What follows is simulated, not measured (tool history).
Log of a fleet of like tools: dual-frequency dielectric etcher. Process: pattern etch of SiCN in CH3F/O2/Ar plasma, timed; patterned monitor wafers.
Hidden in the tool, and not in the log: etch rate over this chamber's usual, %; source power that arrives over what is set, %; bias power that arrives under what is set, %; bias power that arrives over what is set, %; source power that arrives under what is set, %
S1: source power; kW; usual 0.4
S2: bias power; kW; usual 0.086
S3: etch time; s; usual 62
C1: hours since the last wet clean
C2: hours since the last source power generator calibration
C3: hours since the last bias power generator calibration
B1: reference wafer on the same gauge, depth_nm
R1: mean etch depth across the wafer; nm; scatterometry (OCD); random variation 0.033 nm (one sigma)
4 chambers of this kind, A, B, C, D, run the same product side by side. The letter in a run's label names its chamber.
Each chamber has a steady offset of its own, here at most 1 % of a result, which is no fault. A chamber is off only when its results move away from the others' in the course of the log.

Run 1C, hour 3.9: usual settings; C1 502.8; C2 661.1; C3 1214.3; B1 20.7. Result: R1 24.892 nm.
At hour 7.8: chamber C: wet clean of the chamber.
Run 2D, hour 9.1: usual settings; C1 15.8; C2 745.8; C3 1793.3; B1 20.691. Result: R1 24.65 nm.
Run 3B, hour 14.1: usual settings; C1 208.8; C2 1420.1; C3 1223.5; B1 20.695. Result: R1 24.859 nm.
Run 4A, hour 20: usual settings; C1 215.4; C2 581; C3 3002.7; B1 20.682. Result: R1 24.915 nm.
Run 5A, hour 24.7: usual settings; C1 220.1; C2 585.7; C3 3007.4; B1 20.678. Result: R1 24.971 nm.
Run 6C, hour 27.8: usual settings; C1 20; C2 685; C3 1238.2; B1 20.674. Result: R1 24.846 nm.
Run 7B, hour 32.8: usual settings; C1 227.5; C2 1438.8; C3 1242.2; B1 20.673. Result: R1 24.723 nm.
Run 8D, hour 36.3: usual settings but S1 0.47 kW, S2 0.101 kW; C1 43; C2 773; C3 1820.5; B1 20.662. Result: R1 27.807 nm.
Run 9B, hour 40.9: usual settings but S1 0.47 kW, S2 0.101 kW; C1 235.6; C2 1446.9; C3 1250.3; B1 20.666. Result: R1 27.924 nm.
Run 10C, hour 45.2: usual settings but S1 0.47 kW, S2 0.101 kW; C1 37.4; C2 702.4; C3 1255.6; B1 20.656. Result: R1 27.977 nm.
Run 11A, hour 49.4: usual settings but S1 0.47 kW, S2 0.101 kW; C1 244.8; C2 610.4; C3 3032.1; B1 20.655. Result: R1 28.08 nm.
Run 12D, hour 53.7: usual settings; C1 60.4; C2 790.4; C3 1837.9; B1 20.662. Result: R1 24.652 nm.
Run 13A, hour 57.9: usual settings; C1 253.3; C2 618.9; C3 3040.6; B1 20.651. Result: R1 24.896 nm.
Run 14D, hour 60.7: usual settings; C1 67.4; C2 797.4; C3 1844.9; B1 20.657. Result: R1 24.61 nm.
Run 15C, hour 65.8: usual settings; C1 58; C2 723; C3 1276.2; B1 20.647. Result: R1 24.804 nm.
Run 16B, hour 69.9: usual settings; C1 264.6; C2 1475.9; C3 1279.3; B1 20.645. Result: R1 24.736 nm.
Run 17A, hour 74.5: usual settings; C1 269.9; C2 635.5; C3 3057.2; B1 20.644. Result: R1 24.983 nm.
Run 18C, hour 77.2: usual settings; C1 69.4; C2 734.4; C3 1287.6; B1 20.627. Result: R1 24.779 nm.
Run 19D, hour 80.9: usual settings; C1 87.6; C2 817.6; C3 1865.1; B1 20.636. Result: R1 24.704 nm.
Run 20B, hour 84.5: usual settings but S3 47.5 s; C1 279.2; C2 1490.5; C3 1293.9; B1 20.635. Result: R1 18.961 nm.
Run 21B, hour 89.2: usual settings but S3 47.5 s; C1 283.9; C2 1495.2; C3 1298.6; B1 20.625. Result: R1 18.978 nm.
Run 22D, hour 92.1: usual settings but S3 47.5 s; C1 98.8; C2 828.8; C3 1876.3; B1 20.634. Result: R1 18.839 nm.
Run 23C, hour 95.8: usual settings but S3 47.5 s; C1 88; C2 753; C3 1306.2; B1 20.612. Result: R1 18.993 nm.
Run 24A, hour 101.1: usual settings; C1 296.5; C2 662.1; C3 3083.8; B1 20.61. Result: R1 24.858 nm.
Run 25D, hour 104.7: usual settings; C1 111.4; C2 841.4; C3 1888.9; B1 20.614. Result: R1 24.691 nm.
Run 26B, hour 110.2: usual settings; C1 304.9; C2 1516.2; C3 1319.6; B1 20.612. Result: R1 24.732 nm.
Run 27A, hour 113: usual settings; C1 308.4; C2 674; C3 3095.7; B1 20.612. Result: R1 24.865 nm.
Run 28C, hour 117.1: usual settings; C1 109.3; C2 774.3; C3 1327.5; B1 20.601. Result: R1 24.834 nm.
Run 29A, hour 122: usual settings but S1 0.31 kW, S2 0.072 kW; C1 317.4; C2 683; C3 3104.7; B1 20.602. Result: R1 21.203 nm.
Run 30D, hour 127.6: usual settings but S1 0.31 kW, S2 0.072 kW; C1 134.3; C2 864.3; C3 1911.8; B1 20.594. Result: R1 20.923 nm.
Run 31B, hour 130.6: usual settings but S1 0.31 kW, S2 0.072 kW; C1 325.3; C2 1536.6; C3 1340; B1 20.593. Result: R1 21.003 nm.
Run 32C, hour 135.2: usual settings but S1 0.31 kW, S2 0.072 kW; C1 127.4; C2 792.4; C3 1345.6; B1 20.589. Result: R1 21.128 nm.

What goes on in this fleet: one chamber off, a drifting gauge, or nothing beyond the chambers' own small offsets? Name the chamber and the cause, if any.

The gauge drifts, so all chambers seem to drift together. No chamber is off.
Cause: gauge reads low (%) = 0.557.
